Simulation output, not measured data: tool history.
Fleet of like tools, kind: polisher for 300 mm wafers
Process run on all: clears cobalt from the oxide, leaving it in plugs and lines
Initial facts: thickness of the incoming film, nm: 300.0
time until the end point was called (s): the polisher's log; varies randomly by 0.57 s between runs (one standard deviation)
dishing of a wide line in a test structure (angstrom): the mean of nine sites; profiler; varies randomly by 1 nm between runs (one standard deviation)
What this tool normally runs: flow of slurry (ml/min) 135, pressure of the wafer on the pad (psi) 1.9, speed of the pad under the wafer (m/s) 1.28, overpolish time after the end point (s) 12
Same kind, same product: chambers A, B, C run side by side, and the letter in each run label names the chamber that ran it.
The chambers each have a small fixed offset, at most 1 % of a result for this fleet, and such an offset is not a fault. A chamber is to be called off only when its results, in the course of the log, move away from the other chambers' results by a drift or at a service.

| run | hour | flow of slurry (ml/min) | pressure of the wafer on the pad (psi) | speed of the pad under the wafer (m/s) | overpolish time after the end point (s) | wafers polished on this pad | hours since the slurry nozzle was cleaned | hours since the head pressure was calibrated | time until the end point was called (s) | dishing of a wide line in a test structure (angstrom) |
|---|---|---|---|---|---|---|---|---|---|---|
|  | 8.9 | chamber B: worn pad replaced by a new one |
| 1C | 14.5 | 135 | 1.9 | 1.28 | 12 | 402 | 349.1 | 1078.1 | 42.077 | 518.19 |
| 2B | 22.8 | 135 | 1.9 | 1.28 | 12 | 159 | 207.4 | 128.3 | 43.381 | 509.37 |
|  | 34.4 | chamber A: worn pad replaced by a new one |
| 3A | 37.0 | 135 | 1.9 | 1.28 | 12 | 30 | 534.4 | 655.5 | 42.357 | 519.77 |
|  | 39.9 | chamber C: worn pad replaced by a new one |
| 4A | 47.5 | 135 | 1.9 | 1.28 | 12 | 149 | 544.9 | 666.0 | 42.014 | 530.48 |
| 5B | 61.8 | 135 | 1.9 | 1.28 | 12 | 603 | 246.4 | 167.3 | 42.555 | 528.11 |
| 6C | 71.4 | 135 | 1.9 | 1.28 | 12 | 359 | 406.0 | 1135.0 | 41.714 | 516.70 |
| 7B | 80.2 | 135 | 1.9 | 1.28 | 9 | 812 | 264.8 | 185.7 | 42.597 | 431.63 |
| 8A | 87.2 | 135 | 1.9 | 1.28 | 9 | 601 | 584.6 | 705.7 | 42.466 | 448.88 |
|  | 94.7 | chamber A: head pressure recalibrated |
|  | 97.8 | chamber B: worn pad replaced by a new one |
| 9C | 103.0 | 135 | 1.9 | 1.28 | 9 | 719 | 437.6 | 1166.6 | 43.250 | 432.30 |
|  | 110.9 | chamber C: head pressure recalibrated |
| 10B | 111.4 | 135 | 1.4 | 0.98 | 12 | 155 | 296.0 | 216.9 | 75.699 | 350.56 |
|  | 112.4 | chamber C: worn pad replaced by a new one |
| 11A | 123.2 | 135 | 1.4 | 0.98 | 12 | 1011 | 620.6 | 28.5 | 73.748 | 363.15 |
| 12C | 138.7 | 135 | 1.4 | 0.98 | 12 | 300 | 473.3 | 27.8 | 73.337 | 355.47 |
| 13A | 151.8 | 135 | 1.9 | 1.28 | 12 | 1337 | 649.2 | 57.1 | 42.572 | 524.94 |
|  | 157.2 | chamber A: worn pad replaced by a new one |
|  | 159.4 | chamber A: slurry nozzle cleaned |
| 14C | 164.0 | 135 | 1.9 | 1.28 | 12 | 588 | 498.6 | 53.1 | 42.871 | 519.97 |
|  | 173.4 | chamber C: worn pad replaced by a new one |
| 15B | 175.2 | 135 | 1.9 | 1.28 | 12 | 882 | 359.8 | 280.7 | 42.544 | 524.89 |
| 16A | 189.5 | 135 | 1.9 | 1.28 | 12 | 368 | 30.1 | 94.8 | 42.501 | 522.01 |
|  | 202.9 | chamber B: worn pad replaced by a new one |
| 17C | 204.7 | 135 | 1.9 | 1.28 | 8 | 356 | 539.3 | 93.8 | 42.449 | 410.92 |
| 18B | 219.4 | 135 | 1.9 | 1.28 | 8 | 188 | 404.0 | 324.9 | 42.990 | 405.52 |
| 19C | 230.3 | 135 | 1.9 | 1.28 | 8 | 648 | 564.9 | 119.4 | 42.598 | 405.41 |
| 20A | 245.3 | 135 | 1.9 | 1.28 | 12 | 1003 | 85.9 | 150.6 | 41.262 | 506.39 |
|  | 250.4 | chamber C: worn pad replaced by a new one |
| 21B | 255.2 | 135 | 1.9 | 1.28 | 12 | 596 | 439.8 | 360.7 | 42.782 | 505.77 |
| 22B | 266.3 | 135 | 1.9 | 1.28 | 10 | 722 | 450.9 | 371.8 | 41.997 | 477.14 |
|  | 266.6 | chamber A: worn pad replaced by a new one |
| 23C | 278.6 | 135 | 1.9 | 1.28 | 10 | 321 | 613.2 | 167.7 | 42.768 | 465.81 |
| 24A | 287.1 | 135 | 1.9 | 1.28 | 10 | 234 | 127.7 | 192.4 | 42.145 | 456.78 |
| 25C | 296.6 | 135 | 2.4 | 1.28 | 12 | 526 | 631.2 | 185.7 | 33.390 | 586.54 |
| 26B | 307.4 | 135 | 2.4 | 1.28 | 12 | 1190 | 492.0 | 412.9 | 33.116 | 590.63 |
|  | 313.8 | chamber B: worn pad replaced by a new one |
| 27A | 321.9 | 135 | 2.4 | 1.28 | 12 | 630 | 162.5 | 227.2 | 33.384 | 595.06 |
|  | 323.6 | chamber C: worn pad replaced by a new one |
| 28B | 335.2 | 135 | 1.9 | 1.28 | 12 | 244 | 519.8 | 440.7 | 43.475 | 523.93 |
| 29A | 342.4 | 135 | 1.9 | 1.28 | 12 | 863 | 183.0 | 247.7 | 42.850 | 506.44 |
| 30C | 356.7 | 135 | 1.9 | 1.28 | 12 | 376 | 691.3 | 245.8 | 43.187 | 509.45 |

Next, every chamber runs the same settings. What will each give?
| 31A | 368.1 | 135 | 1.3 | 1.28 | 12 |  |  |  | ? | ? |
| 31B | 368.1 | 135 | 1.3 | 1.28 | 12 |  |  |  | ? | ? |
| 31C | 368.1 | 135 | 1.3 | 1.28 | 12 |  |  |  | ? | ? |

| run | time until the end point was called (s) | dishing of a wide line in a test structure (angstrom) |
|---|---|---|
| 31A | 63.179 | 398.50 |
| 31B | 61.580 | 419.31 |
| 31C | 61.878 | 424.75 |
